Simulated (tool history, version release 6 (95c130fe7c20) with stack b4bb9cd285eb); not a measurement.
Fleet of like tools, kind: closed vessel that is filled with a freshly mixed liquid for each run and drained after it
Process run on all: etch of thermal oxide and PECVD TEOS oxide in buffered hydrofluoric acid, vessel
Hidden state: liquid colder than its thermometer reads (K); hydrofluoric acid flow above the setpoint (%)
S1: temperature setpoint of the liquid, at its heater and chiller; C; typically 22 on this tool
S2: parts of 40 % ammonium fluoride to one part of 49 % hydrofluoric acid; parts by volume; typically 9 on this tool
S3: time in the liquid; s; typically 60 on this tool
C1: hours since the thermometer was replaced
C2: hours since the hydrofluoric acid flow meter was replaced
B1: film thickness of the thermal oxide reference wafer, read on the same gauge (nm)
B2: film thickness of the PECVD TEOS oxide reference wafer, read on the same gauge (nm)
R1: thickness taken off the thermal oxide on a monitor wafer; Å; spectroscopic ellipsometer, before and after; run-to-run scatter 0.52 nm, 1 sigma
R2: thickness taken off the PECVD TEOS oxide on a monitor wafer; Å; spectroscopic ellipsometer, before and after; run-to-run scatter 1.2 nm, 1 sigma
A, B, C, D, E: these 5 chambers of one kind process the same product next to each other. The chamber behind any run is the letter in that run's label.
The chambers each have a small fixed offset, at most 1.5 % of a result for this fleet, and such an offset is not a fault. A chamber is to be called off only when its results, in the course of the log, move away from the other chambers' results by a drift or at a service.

run   hour  S1  S2  S3      C1      C2      B1      B2      R1      R2
 1D    5.3  22   9  60  1851.3   601.5  139.99  79.991  631.76  1412.6
 2B    7.9  22   9  60   115.4   944.8  139.98  79.985  640.48  1450.4
 3C   11.6  22   9  60   412.2  1344.9  139.99  79.974  634.39  1427.7
 4A   16.6  22   9  60  1042.2    1517  139.99      80  624.27  1414.2
 5E   20.5  22   9  60    44.7  1438.7  139.99  79.962  631.44  1432.8
 6C   23.2  22   6  95   423.8  1356.5     140  80.025  1506.4  3430.9
 7D     27  22   6  95    1873   623.2  140.01  79.989  1470.1  3378.7
 8B   30.5  22   6  95     138   967.4     140  80.013  1504.4  3438.6
 9A   34.8  22   6  95  1060.4  1535.2     140  80.014  1461.8  3397.5
10E   39.4  22   6  95    63.6  1457.6     140  79.948  1528.2  3365.2
11A   42.9  22   9  60  1068.5  1543.3     140  79.998  625.55  1423.4
12B   46.8  22   9  60   154.3   983.7  140.03  79.999  633.75  1432.3
13E   49.4  22   9  60    73.6  1467.6  139.98  79.993  639.09  1435.4
      52.6  -- chamber A: thermometer replaced
14C     53  22   9  60   453.6  1386.3     140  80.007  643.02  1441.7
      55.6  -- chamber A: hydrofluoric acid flow meter replaced
15D   57.1  22   9  60  1903.1   653.3     140  79.971  634.84  1440.6
16C   60.3  22   9  60   460.9  1393.6  139.99  79.956  629.64  1434.9
17B   63.6  22   9  60   171.1  1000.5  139.99  79.995  638.98  1443.2
18E   67.8  22   9  60      92    1486     140  79.991  643.69  1400.1
19A   73.1  22  11  60    20.5    17.6  140.03  79.971  543.11  1230.4
20D   77.6  22  11  60  1923.6   673.8  140.01  79.995  537.86  1221.1
21E   82.3  22  11  60   106.5  1500.5  140.01  79.985  548.46  1196.2
      83.5  -- chamber D: thermometer replaced
22D   85.8  22  11  60     2.4     682     140  80.026  542.47  1223.8
23A   90.1  22  11  60    37.5    34.6     140  79.978  530.06  1227.2
24C   93.5  22   9  60   494.1  1426.8     140  79.989  639.01    1416
25B   97.7  22   9  60   205.2  1034.6  139.99  79.963  636.26  1443.1
26E  100.3  22  11  60   124.5  1518.5  140.01  80.056  536.98  1202.7
27D  103.6  22  11  60    20.2   699.8  140.01  79.987   542.3  1217.6
28C  108.7  22  11  60   509.3    1442     140  80.016  541.11  1193.1
29A  111.4  22  11  60    58.8    55.9     140  79.988   534.5  1233.5
30B  116.7  22  11  60   224.2  1053.6  140.01  80.012  546.03  1215.7
31A  119.7  22   9  60    67.1    64.2     140  79.971  623.96  1429.7
32B    124  22   9  60   231.5  1060.9  140.01  79.988  638.71  1421.7
33D    128  26   7  60    44.6   724.2  139.99  79.973  1016.7  2303.5
34C  131.2  26   7  60   531.8  1464.5  140.03  80.017  1041.7  2332.4
35E  134.7  26   7  60   158.9  1552.9     140  80.018  1046.4  2323.2
36D  138.5  26   7  60    55.1   734.7  139.99  80.028  1027.3  2309.9
37B  141.6  26   7  60   249.1  1078.5  140.03  79.987  1040.4  2365.9
38E  146.6  22   9  60   170.8  1564.8  140.01  80.031  638.72  1443.4
39C  151.8  22   9  60   552.4  1485.1  139.99  79.987  639.67    1430
40A  156.7  22   9  60   104.1   101.2     140   80.01  634.53  1433.6
41A  160.6  22   9  60     108   105.1     140  79.976   630.2  1438.2
42B  165.6  22   9  60   273.1  1102.5  140.01  80.012  634.71  1417.6
43C  169.8  22   9  60   570.4  1503.1  140.04  80.024  637.26  1420.5
44E  174.4  22   9  60   198.6  1592.6  140.01  79.977  642.38  1440.4

Which is it: a chamber that has drifted or been left off by a service, a gauge drift common to all chambers, or only each chamber's usual small offset? If a chamber is off, name it and its likeliest cause.

No chamber is off and the gauge is stable; the differences are just each chamber's small, constant offset.
